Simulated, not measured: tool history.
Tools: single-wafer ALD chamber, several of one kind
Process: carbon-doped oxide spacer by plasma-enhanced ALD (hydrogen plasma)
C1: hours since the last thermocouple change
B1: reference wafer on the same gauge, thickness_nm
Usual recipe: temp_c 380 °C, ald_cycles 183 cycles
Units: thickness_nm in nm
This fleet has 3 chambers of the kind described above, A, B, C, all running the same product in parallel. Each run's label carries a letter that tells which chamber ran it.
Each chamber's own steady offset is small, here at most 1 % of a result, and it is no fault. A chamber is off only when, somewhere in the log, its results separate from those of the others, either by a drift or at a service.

Run 1C, hour 5.5: usual settings; C1 295.5; B1 9.1277. Result: thickness_nm 9.1826 nm.
Run 2B, hour 11.4: usual settings; C1 81.4; B1 9.1278. Result: thickness_nm 9.0401 nm.
Run 3A, hour 15.8: usual settings; C1 1062.6; B1 9.1286. Result: thickness_nm 9.1371 nm.
Run 4B, hour 20.3: usual settings; C1 90.3; B1 9.1444. Result: thickness_nm 9.1141 nm.
Run 5C, hour 23.3: usual settings; C1 313.3; B1 9.115. Result: thickness_nm 9.102 nm.
Run 6A, hour 30.2: usual settings; C1 1077; B1 9.1385. Result: thickness_nm 9.1267 nm.
Run 7B, hour 35.3: usual settings but temp_c 385 °C, ald_cycles 154 cycles; C1 105.3; B1 9.1283. Result: thickness_nm 7.5998 nm.
Run 8C, hour 39.1: usual settings but temp_c 385 °C, ald_cycles 154 cycles; C1 329.1; B1 9.1161. Result: thickness_nm 7.6628 nm.
Run 9A, hour 44.9: usual settings but temp_c 385 °C, ald_cycles 154 cycles; C1 1091.7; B1 9.133. Result: thickness_nm 7.6205 nm.
Run 10A, hour 49.4: usual settings but temp_c 385 °C, ald_cycles 200 cycles; C1 1096.2; B1 9.1142. Result: thickness_nm 10.066 nm.
Run 11B, hour 56.3: usual settings but temp_c 385 °C, ald_cycles 200 cycles; C1 126.3; B1 9.1394. Result: thickness_nm 9.9424 nm.
Run 12C, hour 61.1: usual settings but temp_c 385 °C, ald_cycles 200 cycles; C1 351.1; B1 9.1448. Result: thickness_nm 10.03 nm.
Run 13C, hour 66.2: usual settings; C1 356.2; B1 9.1204. Result: thickness_nm 9.1042 nm.
Run 14B, hour 72.4: usual settings; C1 142.4; B1 9.1222. Result: thickness_nm 9.0137 nm.
Run 15A, hour 79.1: usual settings; C1 1125.9; B1 9.1321. Result: thickness_nm 9.1452 nm.
Run 16C, hour 83.8: usual settings; C1 373.8; B1 9.1406. Result: thickness_nm 9.0961 nm.
Run 17B, hour 89.1: usual settings; C1 159.1; B1 9.13. Result: thickness_nm 9.021 nm.
Run 18A, hour 94.6: usual settings; C1 1141.4; B1 9.1371. Result: thickness_nm 9.1011 nm.
Run 19C, hour 100.9: usual settings; C1 390.9; B1 9.1226. Result: thickness_nm 9.1954 nm.
Run 20B, hour 107.2: usual settings; C1 177.2; B1 9.1221. Result: thickness_nm 8.9773 nm.
Run 21A, hour 110.4: usual settings; C1 1157.2; B1 9.1216. Result: thickness_nm 9.0719 nm.
Run 22C, hour 116.6: usual settings; C1 406.6; B1 9.1224. Result: thickness_nm 9.2067 nm.
Run 23A, hour 122.4: usual settings but temp_c 393 °C; C1 1169.2; B1 9.1348. Result: thickness_nm 9.1141 nm.
Run 24B, hour 125.8: usual settings but temp_c 393 °C; C1 195.8; B1 9.1301. Result: thickness_nm 9.0293 nm.
Run 25A, hour 131.8: usual settings but temp_c 393 °C; C1 1178.6; B1 9.133. Result: thickness_nm 9.1427 nm.
Run 26C, hour 135.4: usual settings; C1 425.4; B1 9.1323. Result: thickness_nm 9.1489 nm.
Run 27B, hour 140.1: usual settings; C1 210.1; B1 9.1206. Result: thickness_nm 9.1236 nm.
Run 28B, hour 145.1: usual settings but temp_c 372 °C, ald_cycles 214 cycles; C1 215.1; B1 9.1354. Result: thickness_nm 10.616 nm.
Run 29A, hour 149.9: usual settings but temp_c 372 °C, ald_cycles 214 cycles; C1 1196.7; B1 9.1282. Result: thickness_nm 10.612 nm.
Run 30C, hour 153.9: usual settings but temp_c 372 °C, ald_cycles 214 cycles; C1 443.9; B1 9.1129. Result: thickness_nm 10.709 nm.
Run 31A, hour 157.2: usual settings; C1 1204; B1 9.1268. Result: thickness_nm 9.0284 nm.
Run 32B, hour 163.5: usual settings; C1 233.5; B1 9.1181. Result: thickness_nm 9.087 nm.
Run 33C, hour 169.8: usual settings but temp_c 374 °C; C1 459.8; B1 9.1385. Result: thickness_nm 9.1096 nm.
Run 34A, hour 173: usual settings but temp_c 374 °C; C1 1219.8; B1 9.1311. Result: thickness_nm 9.1494 nm.
Run 35B, hour 179.1: usual settings but temp_c 374 °C; C1 249.1; B1 9.1312. Result: thickness_nm 9.1015 nm.
Run 36C, hour 183.3: usual settings; C1 473.3; B1 9.1179. Result: thickness_nm 9.194 nm.
Run 37A, hour 189.3: usual settings; C1 1236.1; B1 9.1226. Result: thickness_nm 9.2022 nm.
Run 38C, hour 192.6: usual settings but ald_cycles 157 cycles; C1 482.6; B1 9.1382. Result: thickness_nm 7.831 nm.
Run 39B, hour 198.7: usual settings but ald_cycles 157 cycles; C1 268.7; B1 9.1363. Result: thickness_nm 7.7892 nm.
Run 40A, hour 204.2: usual settings but ald_cycles 157 cycles; C1 1251; B1 9.1279. Result: thickness_nm 7.8131 nm.

Which is it: a chamber that has drifted or been left off by a service, a gauge drift common to all chambers, or only each chamber's usual small offset? If a chamber is off, name it and its likeliest cause.

No chamber is off and the gauge is stable; the differences are just each chamber's small, constant offset.
